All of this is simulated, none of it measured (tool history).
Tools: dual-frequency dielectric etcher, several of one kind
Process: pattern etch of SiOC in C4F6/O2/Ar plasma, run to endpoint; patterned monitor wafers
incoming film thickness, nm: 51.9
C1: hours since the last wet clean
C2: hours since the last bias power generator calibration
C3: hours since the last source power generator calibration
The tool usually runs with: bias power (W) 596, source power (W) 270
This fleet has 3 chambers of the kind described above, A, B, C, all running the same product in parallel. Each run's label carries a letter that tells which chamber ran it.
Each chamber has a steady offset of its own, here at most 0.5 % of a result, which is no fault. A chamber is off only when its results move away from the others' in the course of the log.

-- day=0.067 chamber B: wet clean of the chamber
run 1C day=0.354 | bias_power_(W)=596 source_power_(W)=270 | C1=310.6 C2=1848.9 C3=1155.5 | endpoint_time_(s)=18.834
run 2B day=0.642 | bias_power_(W)=596 source_power_(W)=270 | C1=13.9 C2=399.4 C3=1076.0 | endpoint_time_(s)=18.693
run 3A day=0.904 | bias_power_(W)=596 source_power_(W)=270 | C1=280.5 C2=788.3 C3=121.7 | endpoint_time_(s)=19.021
run 4A day=1.379 | bias_power_(W)=596 source_power_(W)=270 | C1=291.9 C2=799.7 C3=133.1 | endpoint_time_(s)=18.836
run 5C day=1.658 | bias_power_(W)=596 source_power_(W)=270 | C1=341.9 C2=1880.2 C3=1186.8 | endpoint_time_(s)=18.923
run 6B day=2.017 | bias_power_(W)=596 source_power_(W)=270 | C1=46.9 C2=432.4 C3=1109.0 | endpoint_time_(s)=18.826
run 7A day=2.367 | bias_power_(W)=596 source_power_(W)=270 | C1=315.6 C2=823.4 C3=156.8 | endpoint_time_(s)=18.779
run 8C day=2.788 | bias_power_(W)=596 source_power_(W)=270 | C1=369.0 C2=1907.3 C3=1213.9 | endpoint_time_(s)=18.889
run 9B day=3.304 | bias_power_(W)=469 source_power_(W)=200 | C1=77.8 C2=463.3 C3=1139.9 | endpoint_time_(s)=22.977
run 10C day=3.629 | bias_power_(W)=469 source_power_(W)=200 | C1=389.2 C2=1927.5 C3=1234.1 | endpoint_time_(s)=23.050
-- day=3.871 chamber C: wet clean of the chamber
run 11B day=4.075 | bias_power_(W)=469 source_power_(W)=200 | C1=96.3 C2=481.8 C3=1158.4 | endpoint_time_(s)=22.868
run 12A day=4.329 | bias_power_(W)=642 source_power_(W)=230 | C1=362.7 C2=870.5 C3=203.9 | endpoint_time_(s)=19.654
run 13B day=4.788 | bias_power_(W)=642 source_power_(W)=230 | C1=113.4 C2=498.9 C3=1175.5 | endpoint_time_(s)=19.259
run 14A day=5.050 | bias_power_(W)=642 source_power_(W)=230 | C1=380.0 C2=887.8 C3=221.2 | endpoint_time_(s)=19.591
run 15C day=5.329 | bias_power_(W)=596 source_power_(W)=340 | C1=35.1 C2=1968.3 C3=1274.9 | endpoint_time_(s)=17.390
run 16B day=5.825 | bias_power_(W)=596 source_power_(W)=340 | C1=138.3 C2=523.8 C3=1200.4 | endpoint_time_(s)=17.300
run 17A day=6.167 | bias_power_(W)=596 source_power_(W)=340 | C1=406.8 C2=914.6 C3=248.0 | endpoint_time_(s)=17.323
run 18C day=6.629 | bias_power_(W)=596 source_power_(W)=270 | C1=66.3 C2=1999.5 C3=1306.1 | endpoint_time_(s)=19.055
run 19B day=6.929 | bias_power_(W)=472 source_power_(W)=270 | C1=164.8 C2=550.3 C3=1226.9 | endpoint_time_(s)=20.546
run 20A day=7.321 | bias_power_(W)=472 source_power_(W)=270 | C1=434.5 C2=942.3 C3=275.7 | endpoint_time_(s)=20.754
-- day=7.350 chamber A: wet clean of the chamber
run 21C day=7.729 | bias_power_(W)=472 source_power_(W)=270 | C1=92.7 C2=2025.9 C3=1332.5 | endpoint_time_(s)=20.922
run 22C day=8.250 | bias_power_(W)=596 source_power_(W)=270 | C1=105.2 C2=2038.4 C3=1345.0 | endpoint_time_(s)=18.925
run 23A day=8.662 | bias_power_(W)=521 source_power_(W)=240 | C1=31.5 C2=974.5 C3=307.9 | endpoint_time_(s)=19.655
run 24B day=9.088 | bias_power_(W)=521 source_power_(W)=240 | C1=216.6 C2=602.1 C3=1278.7 | endpoint_time_(s)=20.897
run 25A day=9.438 | bias_power_(W)=521 source_power_(W)=240 | C1=50.1 C2=993.1 C3=326.5 | endpoint_time_(s)=19.859
run 26C day=9.929 | bias_power_(W)=596 source_power_(W)=270 | C1=145.5 C2=2078.7 C3=1385.3 | endpoint_time_(s)=18.819
run 27B day=10.175 | bias_power_(W)=596 source_power_(W)=270 | C1=242.7 C2=628.2 C3=1304.8 | endpoint_time_(s)=18.680
run 28C day=10.658 | bias_power_(W)=596 source_power_(W)=270 | C1=163.0 C2=2096.2 C3=1402.8 | endpoint_time_(s)=19.098
run 29B day=10.950 | bias_power_(W)=596 source_power_(W)=270 | C1=261.3 C2=646.8 C3=1323.4 | endpoint_time_(s)=18.812
run 30A day=11.233 | bias_power_(W)=596 source_power_(W)=270 | C1=93.2 C2=1036.2 C3=369.6 | endpoint_time_(s)=17.894
run 31A day=11.596 | bias_power_(W)=596 source_power_(W)=270 | C1=101.9 C2=1044.9 C3=378.3 | endpoint_time_(s)=18.153
run 32B day=12.075 | bias_power_(W)=596 source_power_(W)=270 | C1=288.3 C2=673.8 C3=1350.4 | endpoint_time_(s)=18.718

Next, every chamber runs the same settings. What will each give?
run 33A day=12.454 | bias_power_(W)=596 source_power_(W)=270 | endpoint_time_(s)=?
run 33B day=12.454 | bias_power_(W)=596 source_power_(W)=270 | endpoint_time_(s)=?
run 33C day=12.454 | bias_power_(W)=596 source_power_(W)=270 | endpoint_time_(s)=?

run=33A endpoint_time_(s)=18.075
run=33B endpoint_time_(s)=18.782
run=33C endpoint_time_(s)=18.922
